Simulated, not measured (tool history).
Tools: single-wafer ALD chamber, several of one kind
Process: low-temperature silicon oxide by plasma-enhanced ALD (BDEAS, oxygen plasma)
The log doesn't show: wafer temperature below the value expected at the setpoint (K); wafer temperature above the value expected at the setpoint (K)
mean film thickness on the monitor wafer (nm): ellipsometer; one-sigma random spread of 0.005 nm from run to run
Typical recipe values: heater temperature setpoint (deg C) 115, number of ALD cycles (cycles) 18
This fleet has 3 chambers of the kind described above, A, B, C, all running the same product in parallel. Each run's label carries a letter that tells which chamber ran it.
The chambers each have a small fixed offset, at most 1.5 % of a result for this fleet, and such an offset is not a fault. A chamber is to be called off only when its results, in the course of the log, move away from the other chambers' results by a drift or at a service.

run	day	heater temperature setpoint (deg C)	number of ALD cycles (cycles)	hours since the last thermocouple change	read-back reference wafer on the same gauge, thickness_nm	mean film thickness on the monitor wafer (nm)
1B	0.512	115	18	1758.6	2.7507	2.5268
2A	0.954	115	18	144.3	2.7502	2.5290
3C	1.483	115	18	1633.8	2.7503	2.4988
4A	2.004	115	18	169.5	2.7500	2.5358
5C	2.521	115	18	1658.7	2.7511	2.4888
6B	2.954	115	18	1817.2	2.7486	2.5238
7A	3.400	115	15	203.0	2.7494	2.1111
8B	3.829	115	15	1838.2	2.7495	2.1097
9C	4.192	115	15	1698.8	2.7492	2.0731
10A	4.562	115	18	230.9	2.7517	2.5251
11C	4.883	115	18	1715.4	2.7503	2.4885
12B	5.350	115	18	1874.7	2.7510	2.5370
13B	5.742	115	18	1884.1	2.7490	2.5204
14C	6.208	115	18	1747.2	2.7484	2.4838
15A	6.725	115	18	282.8	2.7498	2.5273
16A	7.021	115	15	289.9	2.7501	2.1136
17B	7.279	115	15	1921.0	2.7509	2.1046
18C	7.592	115	15	1780.4	2.7504	2.0732
19A	8.004	115	18	313.5	2.7497	2.5214
20B	8.279	115	18	1945.0	2.7493	2.5260
21C	8.708	115	18	1807.2	2.7502	2.4891
22C	9.046	102	15	1815.3	2.7498	2.1221
23B	9.442	102	15	1972.9	2.7492	2.1632
24A	9.717	102	15	354.6	2.7484	2.1549
25B	10.088	115	18	1988.4	2.7492	2.5282
26C	10.638	115	18	1853.5	2.7501	2.4937
27A	11.017	115	18	385.8	2.7497	2.5307
28B	11.454	115	18	2021.2	2.7499	2.5298
29C	11.883	115	18	1883.4	2.7501	2.4788
30A	12.321	115	18	417.1	2.7499	2.5318
31A	12.621	115	18	424.3	2.7491	2.5328
32C	12.933	115	18	1908.6	2.7506	2.4794
33B	13.288	115	18	2065.2	2.7503	2.5274
34B	13.600	115	18	2072.7	2.7493	2.5170
35C	13.858	115	18	1930.8	2.7495	2.4828
36A	14.154	109	17	461.1	2.7506	2.4176
37B	14.704	109	17	2099.2	2.7492	2.4027

Each of the 3 chambers runs these same settings next. Fill in every chamber's results:
38A	15.100	115	18			?
38B	15.100	115	18			?
38C	15.100	115	18			?

run	mean film thickness on the monitor wafer (nm)
38A	2.5306
38B	2.5294
38C	2.4883
